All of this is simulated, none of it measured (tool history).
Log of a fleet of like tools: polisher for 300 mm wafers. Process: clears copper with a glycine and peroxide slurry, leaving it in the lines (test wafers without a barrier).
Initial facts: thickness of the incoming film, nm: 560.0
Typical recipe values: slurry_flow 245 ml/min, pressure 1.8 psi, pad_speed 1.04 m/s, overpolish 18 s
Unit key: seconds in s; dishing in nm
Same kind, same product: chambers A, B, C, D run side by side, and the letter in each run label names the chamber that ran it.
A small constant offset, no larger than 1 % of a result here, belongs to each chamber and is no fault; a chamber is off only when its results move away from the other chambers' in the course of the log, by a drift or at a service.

| run | day | slurry_flow | pressure | pad_speed | overpolish | wafers polished on this pad | hours since the slurry nozzle was cleaned | hours since the head pressure was calibrated | seconds | dishing |
|---|---|---|---|---|---|---|---|---|---|---|
| 1B | 0.146 | 245 | 1.8 | 1.04 | 18 | 44 | 239.8 | 327.5 | 142.65 | 36.762 |
| 2A | 0.254 | 245 | 1.8 | 1.04 | 18 | 427 | 151.8 | 496.5 | 142.54 | 35.892 |
|  | 0.296 | chamber C: worn pad replaced by a new one |
| 3D | 0.354 | 245 | 1.8 | 1.04 | 18 | 852 | 42.7 | 229.5 | 137.24 | 37.032 |
| 4C | 0.492 | 245 | 1.8 | 1.04 | 18 | 32 | 484.7 | 752.5 | 142.96 | 35.510 |
| 5A | 0.654 | 245 | 1.8 | 1.04 | 18 | 493 | 161.4 | 506.1 | 140.10 | 35.847 |
| 6C | 0.808 | 315 | 1.8 | 1.04 | 18 | 85 | 492.3 | 760.1 | 141.09 | 36.439 |
| 7D | 0.971 | 315 | 1.8 | 1.04 | 18 | 955 | 57.5 | 244.3 | 137.27 | 37.429 |
| 8B | 1.117 | 315 | 1.8 | 1.04 | 18 | 206 | 263.1 | 350.8 | 139.27 | 36.789 |
| 9B | 1.262 | 315 | 1.8 | 1.04 | 18 | 230 | 266.6 | 354.3 | 140.16 | 37.352 |
|  | 1.429 | chamber A: head pressure recalibrated |
| 10D | 1.442 | 245 | 1.8 | 1.04 | 18 | 1034 | 68.8 | 255.6 | 144.07 | 36.238 |
| 11C | 1.533 | 245 | 1.8 | 1.04 | 18 | 206 | 509.7 | 777.5 | 146.49 | 34.511 |
| 12A | 1.671 | 280 | 1.8 | 1.04 | 18 | 663 | 185.8 | 5.8 | 140.08 | 37.167 |
|  | 1.775 | chamber D: worn pad replaced by a new one |
| 13C | 1.825 | 280 | 1.8 | 1.04 | 18 | 255 | 516.7 | 784.5 | 139.50 | 37.210 |
| 14A | 1.929 | 280 | 1.8 | 1.04 | 18 | 706 | 192.0 | 12.0 | 140.08 | 36.043 |
| 15D | 2.117 | 280 | 1.8 | 1.04 | 18 | 57 | 85.0 | 271.8 | 138.35 | 36.580 |
| 16B | 2.271 | 245 | 1.5 | 1.04 | 18 | 398 | 290.8 | 378.5 | 166.09 | 33.328 |
| 17B | 2.396 | 245 | 1.5 | 1.04 | 18 | 419 | 293.8 | 381.5 | 165.54 | 33.623 |
| 18D | 2.479 | 245 | 1.5 | 1.04 | 18 | 117 | 93.7 | 280.5 | 162.86 | 34.104 |
| 19A | 2.612 | 245 | 1.5 | 1.04 | 18 | 820 | 208.4 | 28.4 | 164.32 | 33.378 |
| 20C | 2.767 | 245 | 1.8 | 1.04 | 18 | 412 | 539.3 | 807.1 | 145.39 | 35.041 |
| 21D | 2.950 | 245 | 1.8 | 1.04 | 18 | 196 | 105.0 | 291.8 | 143.07 | 37.999 |
| 22B | 3.133 | 245 | 1.8 | 1.04 | 18 | 542 | 311.5 | 399.2 | 141.61 | 37.451 |
| 23A | 3.300 | 245 | 1.8 | 1.04 | 18 | 935 | 224.9 | 44.9 | 147.88 | 35.163 |
| 24C | 3.442 | 305 | 1.8 | 1.04 | 28 | 525 | 555.5 | 823.3 | 138.17 | 44.913 |
| 25C | 3.579 | 305 | 1.8 | 1.04 | 28 | 547 | 558.8 | 826.6 | 137.51 | 46.075 |
| 26D | 3.729 | 305 | 1.8 | 1.04 | 28 | 326 | 123.7 | 310.5 | 140.41 | 45.289 |
| 27B | 3.812 | 305 | 1.8 | 1.04 | 28 | 656 | 327.8 | 415.5 | 136.82 | 47.715 |
| 28A | 3.900 | 245 | 1.8 | 1.04 | 18 | 1035 | 239.3 | 59.3 | 151.03 | 34.895 |
| 29B | 4.038 | 245 | 1.8 | 1.04 | 18 | 693 | 333.2 | 420.9 | 141.86 | 36.733 |
| 30C | 4.188 | 245 | 1.8 | 1.04 | 18 | 649 | 573.4 | 841.2 | 142.98 | 35.668 |
| 31A | 4.296 | 325 | 1.8 | 1.04 | 18 | 1101 | 248.8 | 68.8 | 145.76 | 35.915 |
|  | 4.421 | chamber C: head pressure recalibrated |
| 32D | 4.438 | 325 | 1.8 | 1.04 | 18 | 444 | 140.7 | 327.5 | 139.27 | 36.561 |
| 33C | 4.612 | 325 | 1.8 | 1.04 | 18 | 720 | 583.6 | 4.7 | 137.68 | 36.413 |
| 34B | 4.767 | 325 | 1.8 | 1.04 | 18 | 815 | 350.7 | 438.4 | 137.83 | 37.842 |
| 35A | 4.942 | 245 | 1.8 | 1.04 | 13 | 1209 | 264.3 | 84.3 | 154.78 | 27.444 |
| 36D | 5.075 | 245 | 1.8 | 1.04 | 13 | 550 | 156.0 | 342.8 | 141.65 | 29.246 |
| 37B | 5.175 | 245 | 1.8 | 1.04 | 13 | 883 | 360.5 | 448.2 | 141.59 | 28.833 |
| 38C | 5.296 | 245 | 1.8 | 1.04 | 13 | 834 | 600.0 | 21.1 | 141.99 | 28.958 |
| 39D | 5.462 | 245 | 1.8 | 1.04 | 18 | 615 | 165.3 | 352.1 | 141.65 | 37.061 |

Next, every chamber runs the same settings. What will each give?
| 40A | 5.596 | 245 | 1.5 | 1.04 | 18 |  |  |  | ? | ? |
| 40B | 5.596 | 245 | 1.5 | 1.04 | 18 |  |  |  | ? | ? |
| 40C | 5.596 | 245 | 1.5 | 1.04 | 18 |  |  |  | ? | ? |
| 40D | 5.596 | 245 | 1.5 | 1.04 | 18 |  |  |  | ? | ? |

| run | seconds | dishing |
|---|---|---|
| 40A | 178.05 | 32.052 |
| 40B | 160.61 | 31.920 |
| 40C | 161.68 | 33.078 |
| 40D | 164.07 | 33.372 |

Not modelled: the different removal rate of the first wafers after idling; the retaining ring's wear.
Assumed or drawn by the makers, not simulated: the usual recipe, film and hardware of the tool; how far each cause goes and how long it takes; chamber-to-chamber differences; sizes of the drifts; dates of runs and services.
